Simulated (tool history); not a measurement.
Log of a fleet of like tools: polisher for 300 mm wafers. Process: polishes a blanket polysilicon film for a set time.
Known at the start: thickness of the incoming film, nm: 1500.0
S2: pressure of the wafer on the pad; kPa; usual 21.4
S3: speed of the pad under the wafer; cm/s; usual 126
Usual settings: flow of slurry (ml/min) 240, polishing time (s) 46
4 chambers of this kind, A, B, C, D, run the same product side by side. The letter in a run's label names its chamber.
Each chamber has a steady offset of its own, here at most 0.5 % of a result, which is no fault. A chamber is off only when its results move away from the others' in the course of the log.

-- hour=3.3 chamber A: worn pad replaced by a new one
-- hour=5.7 chamber D: slurry nozzle cleaned
run 1D hour=6.6 | flow_of_slurry_(ml/min)=240 S2=21.4 S3=126 polishing_time_(s)=46 | film_removed_(angstrom)=4441.9
run 2A hour=9.9 | flow_of_slurry_(ml/min)=240 S2=21.4 S3=126 polishing_time_(s)=46 | film_removed_(angstrom)=4489.9
-- hour=12.6 chamber B: slurry nozzle cleaned
-- hour=13 chamber B: worn pad replaced by a new one
run 3B hour=15.7 | flow_of_slurry_(ml/min)=240 S2=21.4 S3=126 polishing_time_(s)=46 | film_removed_(angstrom)=4429.5
run 4C hour=21.1 | flow_of_slurry_(ml/min)=240 S2=21.4 S3=126 polishing_time_(s)=46 | film_removed_(angstrom)=4416.6
run 5D hour=24.4 | flow_of_slurry_(ml/min)=240 S2=21.4 S3=126 polishing_time_(s)=46 | film_removed_(angstrom)=4423.4
run 6A hour=30.8 | flow_of_slurry_(ml/min)=240 S2=21.4 S3=126 polishing_time_(s)=46 | film_removed_(angstrom)=4405.7
run 7C hour=36.3 | flow_of_slurry_(ml/min)=240 S2=21.4 S3=126 polishing_time_(s)=46 | film_removed_(angstrom)=4423.6
run 8B hour=42.2 | flow_of_slurry_(ml/min)=240 S2=21.4 S3=126 polishing_time_(s)=46 | film_removed_(angstrom)=4422.6
-- hour=42.3 chamber C: worn pad replaced by a new one
run 9A hour=45.2 | flow_of_slurry_(ml/min)=240 S2=21.4 S3=126 polishing_time_(s)=46 | film_removed_(angstrom)=4526.6
run 10B hour=51.4 | flow_of_slurry_(ml/min)=240 S2=21.4 S3=126 polishing_time_(s)=46 | film_removed_(angstrom)=4421
-- hour=54 chamber D: worn pad replaced by a new one
run 11C hour=56.1 | flow_of_slurry_(ml/min)=240 S2=21.4 S3=126 polishing_time_(s)=46 | film_removed_(angstrom)=4416.1
run 12D hour=59.3 | flow_of_slurry_(ml/min)=240 S2=21.4 S3=126 polishing_time_(s)=46 | film_removed_(angstrom)=4470.4
-- hour=59.8 chamber B: worn pad replaced by a new one
run 13D hour=63.1 | flow_of_slurry_(ml/min)=240 S2=21.4 S3=126 polishing_time_(s)=46 | film_removed_(angstrom)=4403
run 14B hour=68.7 | flow_of_slurry_(ml/min)=240 S2=21.4 S3=126 polishing_time_(s)=51 | film_removed_(angstrom)=4915.3
run 15A hour=71.7 | flow_of_slurry_(ml/min)=240 S2=21.4 S3=126 polishing_time_(s)=51 | film_removed_(angstrom)=4888.2
run 16C hour=78.4 | flow_of_slurry_(ml/min)=240 S2=21.4 S3=126 polishing_time_(s)=51 | film_removed_(angstrom)=5002
run 17C hour=84.4 | flow_of_slurry_(ml/min)=240 S2=21.4 S3=126 polishing_time_(s)=51 | film_removed_(angstrom)=4944.5
-- hour=88.1 chamber B: head pressure recalibrated
run 18B hour=88.9 | flow_of_slurry_(ml/min)=240 S2=21.4 S3=126 polishing_time_(s)=46 | film_removed_(angstrom)=4023
run 19A hour=92.3 | flow_of_slurry_(ml/min)=240 S2=21.4 S3=126 polishing_time_(s)=46 | film_removed_(angstrom)=4447.5
run 20D hour=98.4 | flow_of_slurry_(ml/min)=240 S2=21.4 S3=126 polishing_time_(s)=46 | film_removed_(angstrom)=4461.5
-- hour=100.1 chamber B: worn pad replaced by a new one
run 21A hour=102.4 | flow_of_slurry_(ml/min)=210 S2=17.9 S3=126 polishing_time_(s)=46 | film_removed_(angstrom)=3646
run 22C hour=107.1 | flow_of_slurry_(ml/min)=210 S2=17.9 S3=126 polishing_time_(s)=46 | film_removed_(angstrom)=3687.4
-- hour=109.2 chamber D: worn pad replaced by a new one
run 23D hour=112.7 | flow_of_slurry_(ml/min)=210 S2=17.9 S3=126 polishing_time_(s)=46 | film_removed_(angstrom)=3683
-- hour=116.7 chamber A: worn pad replaced by a new one
-- hour=117.1 chamber C: slurry nozzle cleaned
run 24B hour=118.1 | flow_of_slurry_(ml/min)=210 S2=17.9 S3=126 polishing_time_(s)=46 | film_removed_(angstrom)=3286.6
-- hour=118.4 chamber C: worn pad replaced by a new one
run 25C hour=124.6 | flow_of_slurry_(ml/min)=240 S2=21.4 S3=126 polishing_time_(s)=46 | film_removed_(angstrom)=4457.4
run 26D hour=130.8 | flow_of_slurry_(ml/min)=240 S2=21.4 S3=126 polishing_time_(s)=46 | film_removed_(angstrom)=4420.2
run 27B hour=137.1 | flow_of_slurry_(ml/min)=240 S2=21.4 S3=126 polishing_time_(s)=46 | film_removed_(angstrom)=3980.4
-- hour=138.7 chamber B: worn pad replaced by a new one
run 28A hour=142.1 | flow_of_slurry_(ml/min)=240 S2=21.4 S3=126 polishing_time_(s)=46 | film_removed_(angstrom)=4456.4
run 29B hour=146.9 | flow_of_slurry_(ml/min)=240 S2=21.4 S3=126 polishing_time_(s)=46 | film_removed_(angstrom)=4007.5
run 30A hour=151.3 | flow_of_slurry_(ml/min)=240 S2=21.4 S3=92 polishing_time_(s)=46 | film_removed_(angstrom)=3255.5
run 31D hour=158 | flow_of_slurry_(ml/min)=240 S2=21.4 S3=92 polishing_time_(s)=46 | film_removed_(angstrom)=3239

What goes on in this fleet: one chamber off, a drifting gauge, or nothing beyond the chambers' own small offsets? Name the chamber and the cause, if any.

A service left chamber B off against the others.
Cause: head's pressure below its setpoint, % = 10.4.

Here are 4 candidates for chamber B's next run, each the usual settings with a change, their results left as question marks. Which one brings its results back in line with what the others give on the usual settings?
In line means no further than this from the other chambers' mean on the usual settings: film removed (angstrom) 130
run 32B-1 hour=162.9 | flow_of_slurry_(ml/min)=240 S2=20 S3=126 polishing_time_(s)=44 | film_removed_(angstrom)=?
run 32B-2 hour=162.9 | flow_of_slurry_(ml/min)=240 S2=21.4 S3=128 polishing_time_(s)=47 | film_removed_(angstrom)=?
run 32B-3 hour=162.9 | flow_of_slurry_(ml/min)=240 S2=21.4 S3=126 polishing_time_(s)=44 | film_removed_(angstrom)=?
run 32B-4 hour=162.9 | flow_of_slurry_(ml/min)=240 S2=21.4 S3=138 polishing_time_(s)=46 | film_removed_(angstrom)=?

The other chambers' mean on the usual settings: film removed (angstrom) 4436.4
run=32B-1 film_removed_(angstrom)=3585.1
run=32B-2 film_removed_(angstrom)=4153.7
run=32B-3 film_removed_(angstrom)=3828.3
run=32B-4 film_removed_(angstrom)=4380
32B-4 brings the chamber back in line.

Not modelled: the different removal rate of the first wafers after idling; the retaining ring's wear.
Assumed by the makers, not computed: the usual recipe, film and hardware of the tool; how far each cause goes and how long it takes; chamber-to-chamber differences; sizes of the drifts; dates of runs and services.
